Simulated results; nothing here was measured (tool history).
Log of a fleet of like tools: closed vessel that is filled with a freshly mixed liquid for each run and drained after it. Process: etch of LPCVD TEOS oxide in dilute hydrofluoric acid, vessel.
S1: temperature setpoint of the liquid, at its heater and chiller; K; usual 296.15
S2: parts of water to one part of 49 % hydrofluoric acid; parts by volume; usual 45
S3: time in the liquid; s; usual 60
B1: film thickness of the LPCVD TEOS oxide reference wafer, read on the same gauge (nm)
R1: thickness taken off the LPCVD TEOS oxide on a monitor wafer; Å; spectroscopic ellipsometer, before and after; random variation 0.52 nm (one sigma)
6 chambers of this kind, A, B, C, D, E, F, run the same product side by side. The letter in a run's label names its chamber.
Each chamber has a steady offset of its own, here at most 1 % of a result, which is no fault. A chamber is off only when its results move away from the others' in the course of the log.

Run 1F, day 0.133: usual settings; B1 50.007. Result: R1 673.15 Å.
Run 2A, day 0.333: usual settings; B1 49.977. Result: R1 670.03 Å.
Run 3D, day 0.529: usual settings; B1 50.021. Result: R1 655.82 Å.
Run 4E, day 0.792: usual settings; B1 49.99. Result: R1 671.93 Å.
Run 5B, day 0.942: usual settings but S2 30 parts by volume, S3 75 s; B1 50.006. Result: R1 1293.7 Å.
At day 0.954: chamber B: thermometer replaced.
Run 6C, day 1.167: usual settings but S2 30 parts by volume, S3 75 s; B1 50.013. Result: R1 1280.6 Å.
Run 7C, day 1.454: usual settings but S2 30 parts by volume, S3 75 s; B1 49.971. Result: R1 1277.1 Å.
Run 8B, day 1.683: usual settings but S2 30 parts by volume, S3 75 s; B1 50.031. Result: R1 1300.3 Å.
Run 9D, day 1.9: usual settings but S2 30 parts by volume, S3 75 s; B1 49.995. Result: R1 1241.8 Å.
Run 10F, day 2.142: usual settings but S2 30 parts by volume, S3 75 s; B1 49.984. Result: R1 1290 Å.
Run 11A, day 2.292: usual settings; B1 49.974. Result: R1 673.5 Å.
Run 12E, day 2.525: usual settings; B1 49.995. Result: R1 683.1 Å.
Run 13B, day 2.767: usual settings; B1 49.992. Result: R1 666.17 Å.
Run 14F, day 2.896: usual settings; B1 49.979. Result: R1 670.04 Å.
Run 15C, day 3.058: usual settings; B1 49.981. Result: R1 671.91 Å.
Run 16E, day 3.338: usual settings; B1 50.045. Result: R1 693.36 Å.
Run 17D, day 3.621: usual settings; B1 49.994. Result: R1 658.33 Å.
Run 18A, day 3.796: usual settings; B1 49.966. Result: R1 661.99 Å.
Run 19A, day 3.971: usual settings; B1 49.939. Result: R1 673.56 Å.
Run 20D, day 4.175: usual settings; B1 49.991. Result: R1 660.62 Å.
Run 21B, day 4.312: usual settings; B1 49.958. Result: R1 674.98 Å.
Run 22F, day 4.517: usual settings; B1 49.966. Result: R1 681.65 Å.
Run 23E, day 4.804: usual settings; B1 49.982. Result: R1 713.47 Å.
Run 24C, day 5.008: usual settings; B1 50.004. Result: R1 660.96 Å.
Run 25C, day 5.246: usual settings; B1 49.987. Result: R1 665.2 Å.
Run 26A, day 5.392: usual settings; B1 50.017. Result: R1 667.85 Å.
Run 27E, day 5.646: usual settings; B1 50.004. Result: R1 713.96 Å.
Run 28F, day 5.838: usual settings but S1 299.15 K; B1 50.009. Result: R1 762.61 Å.
Run 29D, day 5.983: usual settings but S1 299.15 K; B1 49.999. Result: R1 749.86 Å.
Run 30B, day 6.175: usual settings but S1 299.15 K; B1 50.034. Result: R1 749.75 Å.
Run 31A, day 6.362: usual settings but S1 299.15 K; B1 50.033. Result: R1 762.59 Å.
Run 32B, day 6.521: usual settings but S1 299.15 K; B1 49.962. Result: R1 766.4 Å.
Run 33C, day 6.767: usual settings but S1 299.15 K; B1 49.951. Result: R1 755.95 Å.
Run 34F, day 6.962: usual settings; B1 49.999. Result: R1 678.37 Å.
Run 35E, day 7.2: usual settings; B1 50.016. Result: R1 717.16 Å.
Run 36D, day 7.346: usual settings; B1 50.006. Result: R1 667.25 Å.
Run 37B, day 7.579: usual settings; B1 50.005. Result: R1 675.53 Å.
Run 38E, day 7.721: usual settings; B1 49.98. Result: R1 735.38 Å.
Run 39A, day 7.917: usual settings; B1 49.964. Result: R1 668.95 Å.
Run 40D, day 8.146: usual settings but S1 292.65 K; B1 49.953. Result: R1 578.23 Å.

Next, every chamber runs the same settings. What will each give?
Run 41A, day 8.354: usual settings but S1 300.15 K. Result: R1 ?.
Run 41B, day 8.354: usual settings but S1 300.15 K. Result: R1 ?.
Run 41C, day 8.354: usual settings but S1 300.15 K. Result: R1 ?.
Run 41D, day 8.354: usual settings but S1 300.15 K. Result: R1 ?.
Run 41E, day 8.354: usual settings but S1 300.15 K. Result: R1 ?.
Run 41F, day 8.354: usual settings but S1 300.15 K. Result: R1 ?.

run      R1
41A  793.26
41B  794.05
41C  782.09
41D  781.88
41E  876.11
41F  789.57
